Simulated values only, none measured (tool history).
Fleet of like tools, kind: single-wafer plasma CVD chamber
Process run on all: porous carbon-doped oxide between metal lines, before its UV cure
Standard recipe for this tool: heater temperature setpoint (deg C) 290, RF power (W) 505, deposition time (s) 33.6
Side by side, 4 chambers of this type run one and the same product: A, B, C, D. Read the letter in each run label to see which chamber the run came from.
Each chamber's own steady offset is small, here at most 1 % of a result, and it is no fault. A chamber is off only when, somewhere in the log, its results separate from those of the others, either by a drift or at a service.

run,hour,heater temperature setpoint (deg C),RF power (W),deposition time (s),hours since the last thermocouple change,hours since the last RF generator calibration,"read-back reference wafer on the same gauge, thickness_nm",mean film thickness on the monitor wafer (Å)
1A,6.5,290,505,33.6,32.4,782.6,167.84,1923.3
2D,11.4,290,505,33.6,601.8,696.3,168.21,1938.5
3C,18.2,290,505,33.6,1596.4,288.7,168.03,1918.4
4B,23.3,290,505,33.6,812.9,291.1,168.06,1932.8
5C,27.1,290,505,33.6,1605.3,297.6,167.97,1926.0
6A,32.0,290,505,33.6,57.9,808.1,167.95,1914.5
7D,38.7,290,505,33.6,629.1,723.6,167.93,1943.1
8B,45.5,290,505,33.6,835.1,313.3,168.07,1922.3
9B,50.6,290,505,33.6,840.2,318.4,167.95,1923.3
10D,56.5,290,505,33.6,646.9,741.4,167.98,1936.9
11A,61.8,290,505,33.6,87.7,837.9,167.97,1921.3
12C,69.1,290,505,33.6,1647.3,339.6,168.16,1916.0
13B,74.0,290,505,33.6,863.6,341.8,167.98,1927.9
14D,78.5,290,505,33.6,668.9,763.4,167.97,1941.2
15C,85.9,290,505,33.6,1664.1,356.4,168.00,1932.0
16A,89.8,290,505,33.6,115.7,865.9,168.02,1920.3
17D,97.7,290,505,33.6,688.1,782.6,167.84,1932.4
18C,106.2,290,505,33.6,1684.4,376.7,167.83,1925.5
19B,114.9,290,505,33.6,904.5,382.7,168.11,1921.1
20A,122.7,290,505,33.6,148.6,898.8,167.95,1929.3
21D,128.7,290,505,33.6,719.1,813.6,168.03,1951.7
22C,135.9,290,505,33.6,1714.1,406.4,168.01,1929.9
23A,142.9,290,505,33.6,168.8,919.0,167.94,1926.7
24B,146.9,290,505,33.6,936.5,414.7,167.89,1930.2
25B,154.3,290,505,33.6,943.9,422.1,167.93,1922.6
26D,159.2,290,560,35.7,749.6,844.1,167.96,2201.8
27C,163.4,290,560,35.7,1741.6,433.9,167.91,2216.9
28A,167.9,290,560,35.7,193.8,944.0,167.96,2180.3
29B,174.2,290,560,35.7,963.8,442.0,167.93,2180.1
30A,180.0,290,505,33.6,205.9,956.1,167.88,1924.4
31C,187.5,290,505,33.6,1765.7,458.0,168.04,1949.8
32D,195.4,290,505,33.6,785.8,880.3,168.10,1934.1
33C,203.8,290,505,33.6,1782.0,474.3,167.95,1943.2
34D,211.2,290,505,33.6,801.6,896.1,168.10,1934.9
35B,218.2,290,505,33.6,1007.8,486.0,168.06,1933.3
36A,225.9,290,505,33.6,251.8,1002.0,167.85,1913.7
37D,233.0,290,505,33.6,823.4,917.9,167.97,1935.3
38C,240.9,290,505,33.6,1819.1,511.4,167.90,1946.7
39A,245.9,290,420,31.0,271.8,1022.0,168.03,1562.1
40B,250.0,290,420,31.0,1039.6,517.8,167.93,1554.3
41A,255.6,290,420,31.0,281.5,1031.7,168.01,1565.2
42D,260.6,290,420,31.0,851.0,945.5,168.08,1570.9
43B,268.3,290,505,33.6,1057.9,536.1,167.92,1925.5
44C,273.0,290,505,33.6,1851.2,543.5,168.00,1963.9

The same settings go to every chamber for the next run, one line per chamber below. Forecast the results for each:
45A,279.2,290,580,33.6,,,,?
45B,279.2,290,580,33.6,,,,?
45C,279.2,290,580,33.6,,,,?
45D,279.2,290,580,33.6,,,,?

run,mean film thickness on the monitor wafer (Å)
45A,2094.1
45B,2120.2
45C,2159.2
45D,2119.6
